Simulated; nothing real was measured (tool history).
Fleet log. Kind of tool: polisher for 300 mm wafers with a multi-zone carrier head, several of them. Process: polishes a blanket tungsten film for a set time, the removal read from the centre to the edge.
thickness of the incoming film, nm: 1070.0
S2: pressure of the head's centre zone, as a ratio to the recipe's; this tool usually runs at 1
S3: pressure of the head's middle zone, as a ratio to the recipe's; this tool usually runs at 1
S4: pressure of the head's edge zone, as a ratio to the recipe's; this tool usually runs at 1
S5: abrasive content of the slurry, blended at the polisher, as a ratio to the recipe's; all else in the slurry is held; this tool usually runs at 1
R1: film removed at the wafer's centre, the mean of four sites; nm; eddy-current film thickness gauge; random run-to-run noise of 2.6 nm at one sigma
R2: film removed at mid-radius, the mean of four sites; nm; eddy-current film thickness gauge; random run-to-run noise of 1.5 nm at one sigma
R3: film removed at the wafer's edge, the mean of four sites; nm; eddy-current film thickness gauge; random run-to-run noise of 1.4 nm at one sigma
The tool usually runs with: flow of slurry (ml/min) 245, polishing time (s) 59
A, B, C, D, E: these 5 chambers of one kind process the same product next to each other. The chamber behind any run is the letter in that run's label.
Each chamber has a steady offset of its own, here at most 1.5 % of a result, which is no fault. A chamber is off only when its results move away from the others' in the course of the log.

{"run": "1A", "day": 0.133, "flow of slurry (ml/min)": 245, "S2": 1, "S3": 1, "S4": 1, "S5": 1, "polishing time (s)": 59, "R1": 222.99, "R2": 222.36, "R3": 227.73}
{"day": 0.254, "done": "chamber A: slurry nozzle cleaned"}
{"run": "2E", "day": 0.329, "flow of slurry (ml/min)": 245, "S2": 1, "S3": 1, "S4": 1, "S5": 1, "polishing time (s)": 59, "R1": 222.5, "R2": 223.38, "R3": 225.39}
{"run": "3D", "day": 0.571, "flow of slurry (ml/min)": 245, "S2": 1, "S3": 1, "S4": 1, "S5": 1, "polishing time (s)": 59, "R1": 219.71, "R2": 221.6, "R3": 224.89}
{"run": "4C", "day": 0.871, "flow of slurry (ml/min)": 245, "S2": 1, "S3": 1, "S4": 1, "S5": 1, "polishing time (s)": 59, "R1": 226.72, "R2": 221.33, "R3": 224}
{"run": "5B", "day": 1.038, "flow of slurry (ml/min)": 245, "S2": 1, "S3": 1, "S4": 1, "S5": 1, "polishing time (s)": 59, "R1": 224.21, "R2": 224.04, "R3": 221.38}
{"run": "6D", "day": 1.225, "flow of slurry (ml/min)": 245, "S2": 1, "S3": 1, "S4": 1, "S5": 1, "polishing time (s)": 59, "R1": 222.81, "R2": 220.36, "R3": 226.05}
{"run": "7C", "day": 1.504, "flow of slurry (ml/min)": 245, "S2": 1, "S3": 1, "S4": 1, "S5": 1, "polishing time (s)": 59, "R1": 225.46, "R2": 223.82, "R3": 222.49}
{"run": "8B", "day": 1.754, "flow of slurry (ml/min)": 245, "S2": 1, "S3": 1, "S4": 1, "S5": 1, "polishing time (s)": 59, "R1": 228.84, "R2": 222, "R3": 223.58}
{"run": "9A", "day": 1.967, "flow of slurry (ml/min)": 245, "S2": 1, "S3": 1, "S4": 1, "S5": 1, "polishing time (s)": 59, "R1": 220.99, "R2": 221, "R3": 228.73}
{"day": 2.133, "done": "chamber A: worn pad replaced by a new one"}
{"run": "10E", "day": 2.138, "flow of slurry (ml/min)": 245, "S2": 1, "S3": 1, "S4": 1, "S5": 1, "polishing time (s)": 59, "R1": 223.49, "R2": 223.4, "R3": 225.18}
{"day": 2.271, "done": "chamber D: worn pad replaced by a new one"}
{"day": 2.375, "done": "chamber E: worn pad replaced by a new one"}
{"run": "11D", "day": 2.375, "flow of slurry (ml/min)": 245, "S2": 1, "S3": 1, "S4": 1, "S5": 1, "polishing time (s)": 59, "R1": 225.07, "R2": 223.87, "R3": 224.7}
{"run": "12A", "day": 2.562, "flow of slurry (ml/min)": 245, "S2": 1, "S3": 1, "S4": 1, "S5": 1, "polishing time (s)": 59, "R1": 219.95, "R2": 222.54, "R3": 227.86}
{"day": 2.725, "done": "chamber B: worn pad replaced by a new one"}
{"run": "13C", "day": 2.783, "flow of slurry (ml/min)": 245, "S2": 1, "S3": 1, "S4": 1, "S5": 1, "polishing time (s)": 59, "R1": 229.27, "R2": 223.48, "R3": 220.17}
{"run": "14B", "day": 2.971, "flow of slurry (ml/min)": 245, "S2": 1, "S3": 1, "S4": 1, "S5": 1, "polishing time (s)": 59, "R1": 225.98, "R2": 222.22, "R3": 222.28}
{"day": 3.062, "done": "chamber C: worn pad replaced by a new one"}
{"run": "15E", "day": 3.192, "flow of slurry (ml/min)": 310, "S2": 1, "S3": 1, "S4": 1.11, "S5": 1, "polishing time (s)": 59, "R1": 223.71, "R2": 231.47, "R3": 241.93}
{"run": "16A", "day": 3.371, "flow of slurry (ml/min)": 310, "S2": 1, "S3": 1, "S4": 1.11, "S5": 1, "polishing time (s)": 59, "R1": 227.79, "R2": 228.48, "R3": 241.95}
{"run": "17D", "day": 3.617, "flow of slurry (ml/min)": 310, "S2": 1, "S3": 1, "S4": 1.11, "S5": 1, "polishing time (s)": 59, "R1": 225.54, "R2": 227.38, "R3": 241.39}
{"run": "18E", "day": 3.758, "flow of slurry (ml/min)": 310, "S2": 1, "S3": 1, "S4": 1.11, "S5": 1, "polishing time (s)": 59, "R1": 229.28, "R2": 227.66, "R3": 240.85}
{"run": "19B", "day": 3.904, "flow of slurry (ml/min)": 310, "S2": 1, "S3": 1, "S4": 1.11, "S5": 1, "polishing time (s)": 59, "R1": 227.35, "R2": 227.85, "R3": 240.55}
{"run": "20C", "day": 4.1, "flow of slurry (ml/min)": 245, "S2": 1, "S3": 1, "S4": 1, "S5": 1, "polishing time (s)": 59, "R1": 224.97, "R2": 218.54, "R3": 221.96}
{"day": 4.283, "done": "chamber E: slurry nozzle cleaned"}
{"run": "21D", "day": 4.396, "flow of slurry (ml/min)": 245, "S2": 1, "S3": 1, "S4": 1, "S5": 1, "polishing time (s)": 59, "R1": 221, "R2": 222.06, "R3": 222.07}
{"day": 4.408, "done": "chamber A: worn pad replaced by a new one"}
{"run": "22B", "day": 4.575, "flow of slurry (ml/min)": 245, "S2": 1, "S3": 1, "S4": 1, "S5": 1, "polishing time (s)": 59, "R1": 220.28, "R2": 224.81, "R3": 223.94}
{"run": "23C", "day": 4.721, "flow of slurry (ml/min)": 245, "S2": 1, "S3": 1, "S4": 1, "S5": 1, "polishing time (s)": 59, "R1": 224.75, "R2": 220.42, "R3": 221.83}
{"run": "24E", "day": 4.925, "flow of slurry (ml/min)": 245, "S2": 1, "S3": 1, "S4": 1, "S5": 1, "polishing time (s)": 59, "R1": 224.36, "R2": 224.7, "R3": 224.98}
{"run": "25A", "day": 5.121, "flow of slurry (ml/min)": 245, "S2": 1, "S3": 1, "S4": 1, "S5": 1, "polishing time (s)": 59, "R1": 217.4, "R2": 219.62, "R3": 224}
{"run": "26E", "day": 5.421, "flow of slurry (ml/min)": 245, "S2": 1, "S3": 1, "S4": 1, "S5": 1, "polishing time (s)": 59, "R1": 223.01, "R2": 222.42, "R3": 224.75}
{"day": 5.538, "done": "chamber D: worn pad replaced by a new one"}
{"run": "27D", "day": 5.621, "flow of slurry (ml/min)": 245, "S2": 1, "S3": 1.1, "S4": 1, "S5": 1, "polishing time (s)": 59, "R1": 219.72, "R2": 240.28, "R3": 221.96}
{"run": "28A", "day": 5.892, "flow of slurry (ml/min)": 245, "S2": 1, "S3": 1.1, "S4": 1, "S5": 1, "polishing time (s)": 59, "R1": 222.56, "R2": 242.74, "R3": 227.35}
{"run": "29B", "day": 6.062, "flow of slurry (ml/min)": 245, "S2": 1, "S3": 1.1, "S4": 1, "S5": 1, "polishing time (s)": 59, "R1": 218.23, "R2": 242.05, "R3": 224.13}
{"run": "30C", "day": 6.238, "flow of slurry (ml/min)": 245, "S2": 1, "S3": 1.1, "S4": 1, "S5": 1, "polishing time (s)": 59, "R1": 227.83, "R2": 244.96, "R3": 221.76}
{"run": "31A", "day": 6.388, "flow of slurry (ml/min)": 245, "S2": 1, "S3": 1.1, "S4": 1, "S5": 1, "polishing time (s)": 59, "R1": 224.39, "R2": 246.27, "R3": 227.45}
{"day": 6.554, "done": "chamber B: worn pad replaced by a new one"}
{"run": "32B", "day": 6.662, "flow of slurry (ml/min)": 210, "S2": 1, "S3": 1, "S4": 1, "S5": 1, "polishing time (s)": 59, "R1": 219.05, "R2": 217.07, "R3": 219.94}
{"run": "33D", "day": 6.867, "flow of slurry (ml/min)": 210, "S2": 1, "S3": 1, "S4": 1, "S5": 1, "polishing time (s)": 59, "R1": 214.92, "R2": 216.26, "R3": 221.36}
{"day": 6.892, "done": "chamber E: worn pad replaced by a new one"}
{"run": "34E", "day": 7.025, "flow of slurry (ml/min)": 210, "S2": 1, "S3": 1, "S4": 1, "S5": 1, "polishing time (s)": 59, "R1": 220.72, "R2": 221.59, "R3": 223.11}
{"day": 7.108, "done": "chamber A: worn pad replaced by a new one"}
{"run": "35C", "day": 7.233, "flow of slurry (ml/min)": 210, "S2": 1, "S3": 1, "S4": 1, "S5": 1, "polishing time (s)": 59, "R1": 216.6, "R2": 218.58, "R3": 219.76}
{"day": 7.254, "done": "chamber C: worn pad replaced by a new one"}
{"run": "36C", "day": 7.388, "flow of slurry (ml/min)": 210, "S2": 1, "S3": 1, "S4": 1, "S5": 1, "polishing time (s)": 59, "R1": 223.9, "R2": 217.32, "R3": 220.5}
{"run": "37B", "day": 7.683, "flow of slurry (ml/min)": 245, "S2": 1, "S3": 1, "S4": 1, "S5": 1, "polishing time (s)": 59, "R1": 222.64, "R2": 222.03, "R3": 222.72}
{"run": "38E", "day": 7.85, "flow of slurry (ml/min)": 245, "S2": 1, "S3": 1, "S4": 1, "S5": 1, "polishing time (s)": 67, "R1": 253.47, "R2": 253.54, "R3": 253.27}
{"run": "39A", "day": 8.008, "flow of slurry (ml/min)": 245, "S2": 1, "S3": 1, "S4": 1, "S5": 1, "polishing time (s)": 67, "R1": 246.95, "R2": 254.3, "R3": 256.73}
{"day": 8.15, "done": "chamber D: slurry nozzle cleaned"}
{"run": "40D", "day": 8.283, "flow of slurry (ml/min)": 245, "S2": 1, "S3": 1, "S4": 1, "S5": 1, "polishing time (s)": 67, "R1": 252.04, "R2": 255.05, "R3": 256}

Has any chamber moved away from the others, gradually or after a service, or does the common gauge drift, or do the chambers differ only by their own small steady offsets? State the chamber and the most likely cause if one applies.

Beyond each chamber's small constant offset nothing stands out, and the gauge stays steady.
